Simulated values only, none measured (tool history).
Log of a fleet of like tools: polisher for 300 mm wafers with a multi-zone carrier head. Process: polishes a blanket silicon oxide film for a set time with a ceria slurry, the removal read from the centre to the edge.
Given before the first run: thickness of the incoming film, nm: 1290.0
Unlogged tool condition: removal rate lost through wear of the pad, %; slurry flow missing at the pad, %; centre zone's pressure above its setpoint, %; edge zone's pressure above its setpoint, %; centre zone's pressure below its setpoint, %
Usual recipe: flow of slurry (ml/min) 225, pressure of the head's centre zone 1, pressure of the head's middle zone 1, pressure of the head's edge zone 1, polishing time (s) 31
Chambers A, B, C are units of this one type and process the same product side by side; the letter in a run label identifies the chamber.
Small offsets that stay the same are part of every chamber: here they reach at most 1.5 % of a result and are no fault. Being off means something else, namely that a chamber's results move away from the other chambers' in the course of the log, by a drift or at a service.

run     day  flow of slurry (ml/min)  pressure of the head's centre zone  pressure of the head's middle zone  pressure of the head's edge zone  polishing time (s)  wafers polished on this pad  hours since the slurry nozzle was cleaned  hours since the centre zone pressure was calibrated  hours since the edge zone pressure was calibrated  film removed at the wafer's centre (angstrom)  film removed at mid-radius (angstrom)  film removed at the wafer's edge (angstrom)
      0.396  -- chamber A: worn pad replaced by a new one
 1B   0.433                      225                                   1                                   1                                 1                  31                         1463                                      736.6                                                214.4                                              143.5                                         1314.3                                 1282.8                                       1314.8
 2C     0.9                      225                                   1                                   1                                 1                  31                         1337                                       81.1                                                802.1                                              804.6                                         1296.7                                 1301.8                                       1281.8
      1.262  -- chamber B: worn pad replaced by a new one
        1.3  -- chamber C: worn pad replaced by a new one
 3A     1.4                      225                                   1                                   1                                 1                  31                          446                                      851.4                                               1030.8                                              933.8                                         1260.5                                 1284.2                                       1315.2
      1.646  -- chamber A: edge zone pressure recalibrated
 4B   1.775                      225                                   1                                   1                                 1                  31                          229                                      768.8                                                246.6                                              175.7                                         1300.2                                   1301                                       1313.4
 5A   2.388                      225                                   1                                   1                                 1                  31                          884                                      875.1                                               1054.5                                               17.9                                         1274.4                                 1288.5                                       1278.3
 6C     2.7                      225                                   1                                   1                                 1                  41                          622                                      124.3                                                845.3                                              847.8                                         1714.2                                 1711.1                                       1686.8
 7B     3.3                      225                                   1                                   1                                 1                  41                          905                                      805.4                                                283.2                                              212.3                                         1749.9                                 1686.3                                       1703.5
 8C   3.592                      225                                   1                                   1                                 1                  41                         1017                                      145.7                                                866.7                                              869.2                                         1695.2                                 1718.4                                         1711
      3.596  -- chamber A: slurry nozzle cleaned
 9A   4.125                      225                                   1                                   1                                 1                  31                         1655                                       12.7                                               1096.2                                               59.6                                         1294.2                                 1289.2                                       1274.9
      4.275  -- chamber A: worn pad replaced by a new one
      4.488  -- chamber C: worn pad replaced by a new one
      4.508  -- chamber B: worn pad replaced by a new one
10C   4.658                      225                                   1                                   1                                 1                  31                           76                                      171.3                                                892.3                                              894.8                                         1282.6                                 1302.2                                       1283.3
11B   5.225                      225                                   1                                   1                                 1                  31                          318                                      851.6                                                329.4                                              258.5                                         1313.2                                 1270.8                                       1295.2
12A   5.571                      225                                   1                                   1                                 1                  31                          575                                       47.4                                               1130.9                                               94.3                                         1269.5                                 1294.8                                         1279
13B   6.212                      225                                   1                                   1                                 1                  31                          756                                      875.3                                                353.1                                              282.2                                         1289.3                                 1282.2                                       1308.2
14C   6.554                      225                                   1                                   1                                 1                  31                          916                                      216.8                                                937.8                                              940.3                                           1302                                 1290.3                                       1325.9
15A   7.117                      225                                   1                                   1                                 1                  31                         1261                                       84.5                                                 1168                                              131.4                                         1276.2                                 1280.1                                       1292.8
16B   7.508                      200                                   1                                   1                                 1                  31                         1330                                      906.4                                                384.2                                              313.3                                           1282                                   1252                                       1274.6
17A   8.079                      200                                   1                                   1                                 1                  31                         1687                                      107.6                                               1191.1                                              154.5                                         1255.2                                 1251.7                                       1263.4
      8.188  -- chamber B: slurry nozzle cleaned
      8.292  -- chamber B: worn pad replaced by a new one
      8.362  -- chamber A: worn pad replaced by a new one
18C   8.479                      200                                   1                                   1                                 1                  31                         1770                                        263                                                  984                                              986.5                                         1281.5                                 1261.8                                       1236.6
      8.558  -- chamber C: worn pad replaced by a new one
19A   8.779                      225                                   1                                   1                                 1                  31                          185                                      124.4                                               1207.9                                              171.3                                         1277.2                                 1277.5                                       1283.1
20B   9.204                      225                                   1                                   1                                 1                  31                          405                                       24.4                                                424.9                                                354                                         1301.7                                 1293.5                                       1296.4
21C   9.621                      225                                   1                                   1                                 1                  31                          471                                      290.4                                               1011.4                                             1013.9                                         1273.8                                 1293.5                                       1295.1
22B  10.279                      225                                   1                                   1                                 1                  26                          882                                       50.2                                                450.7                                              379.8                                         1097.6                                 1068.9                                       1074.3
23A  10.788                      225                                   1                                   1                                 1                  26                         1076                                      172.6                                               1256.1                                              219.5                                         1077.6                                 1067.8                                       1081.7
     11.117  -- chamber C: centre zone pressure recalibrated
24C  11.412                      225                                   1                                   1                                 1                  26                         1266                                      333.4                                                  7.2                                             1056.9                                         1048.3                                 1079.7                                       1087.2
25B  11.758                      225                                   1                                   1                                 1                  31                         1537                                       85.7                                                486.2                                              415.3                                         1298.9                                 1303.5                                       1326.2
     11.812  -- chamber B: worn pad replaced by a new one
26C  12.258                      225                                   1                                1.12                                 1                  35                         1641                                      353.7                                                 27.5                                             1077.2                                         1395.5                                 1604.7                                       1435.7
     12.288  -- chamber A: worn pad replaced by a new one
       12.6  -- chamber C: worn pad replaced by a new one
27A  12.704                      225                                   1                                1.12                                 1                  35                          186                                      218.6                                               1302.1                                              265.5                                         1426.1                                 1590.1                                       1420.3
28C  13.017                      225                                   1                                1.12                                 1                  35                          186                                      371.9                                                 45.7                                             1095.4                                         1402.3                                 1630.9                                       1450.3
29A  13.342                      225                                   1                                   1                                 1                  31                          469                                      233.9                                               1317.4                                              280.8                                         1287.4                                 1282.9                                       1292.9
30B  13.625                      225                                   1                                   1                                 1                  31                          804                                      130.5                                                  531                                              460.1                                         1307.9                                 1290.1                                         1290
31B  14.212                      225                                   1                                   1                                 1                  31                         1065                                      144.6                                                545.1                                              474.2                                           1294                                 1279.2                                       1286.8
32A  14.683                      225                                   1                                   1                                 1                  31                         1063                                      266.1                                               1349.6                                                313                                         1286.6                                 1291.8                                       1299.7
33C  15.067                      225                                   1                                   1                                 1                  31                         1095                                      421.1                                                 94.9                                             1144.6                                         1232.9                                 1295.6                                       1288.9
34B  15.654                      225                                   1                                   1                                 1                  31                         1704                                      179.2                                                579.7                                              508.8                                         1314.8                                 1287.7                                       1302.6
     15.658  -- chamber B: worn pad replaced by a new one
     15.742  -- chamber A: worn pad replaced by a new one
35C  16.288                      225                                   1                                   1                                 1                  31                         1636                                      450.4                                                124.2                                             1173.9                                         1223.3                                 1292.6                                       1305.6
36A  16.617                      225                                   1                                   1                                 1                  31                          388                                      312.5                                                 1396                                              359.4                                         1290.9                                 1264.9                                       1279.3
     16.654  -- chamber C: worn pad replaced by a new one
37A  17.221                      225                                   1                                   1                                 1                  31                          656                                        327                                               1410.5                                              373.9                                         1284.4                                 1291.3                                       1272.3
38B  17.688                      225                                   1                                   1                                 1                  31                          899                                        228                                                628.5                                              557.6                                         1304.3                                 1302.1                                       1316.9
39C  18.117                      225                                   1                                   1                                 1                  31                          650                                      494.3                                                168.1                                             1217.8                                         1230.6                                 1296.1                                         1307

What goes on in this fleet: one chamber off, a drifting gauge, or nothing beyond the chambers' own small offsets? Name the chamber and the cause, if any.

Chamber C has stood off from the others ever since a service on it.
Cause: centre zone's pressure below its setpoint, % = 3.94.

Below are 4 candidate recipes for chamber C's next run, each the usual settings with a change, their results shown as question marks. Which of them brings C's results back in line with what the other chambers give on the usual settings?
In line here means within this much of the mean the other chambers give on the usual settings: film removed at the wafer's centre (angstrom) 37; film removed at mid-radius (angstrom) 32; film removed at the wafer's edge (angstrom) 59
40C-1  18.592                      220                                0.93                                1.03                              1.01                  31                                                                                                                                                                                                                              ?                                      ?                                            ?
40C-2  18.592                      225                                0.97                                1.01                              1.01                  31                                                                                                                                                                                                                              ?                                      ?                                            ?
40C-3  18.592                      225                                1.03                                0.99                              0.99                  31                                                                                                                                                                                                                              ?                                      ?                                            ?
40C-4  18.592                      230                                1.08                                0.97                              0.98                  31                                                                                                                                                                                                                              ?                                      ?                                            ?

Mean of the other chambers on the usual settings: film removed at the wafer's centre (angstrom) 1290.6; film removed at mid-radius (angstrom) 1283.7; film removed at the wafer's edge (angstrom) 1292.5
  run  film removed at the wafer's centre (angstrom)  film removed at mid-radius (angstrom)  film removed at the wafer's edge (angstrom)
40C-1                                         1138.1                                 1322.4                                       1307.7
40C-2                                           1196                                 1302.7                                         1311
40C-3                                         1277.2                                   1279                                       1297.8
40C-4                                         1349.1                                 1258.9                                       1294.1
40C-3 brings the chamber back in line.
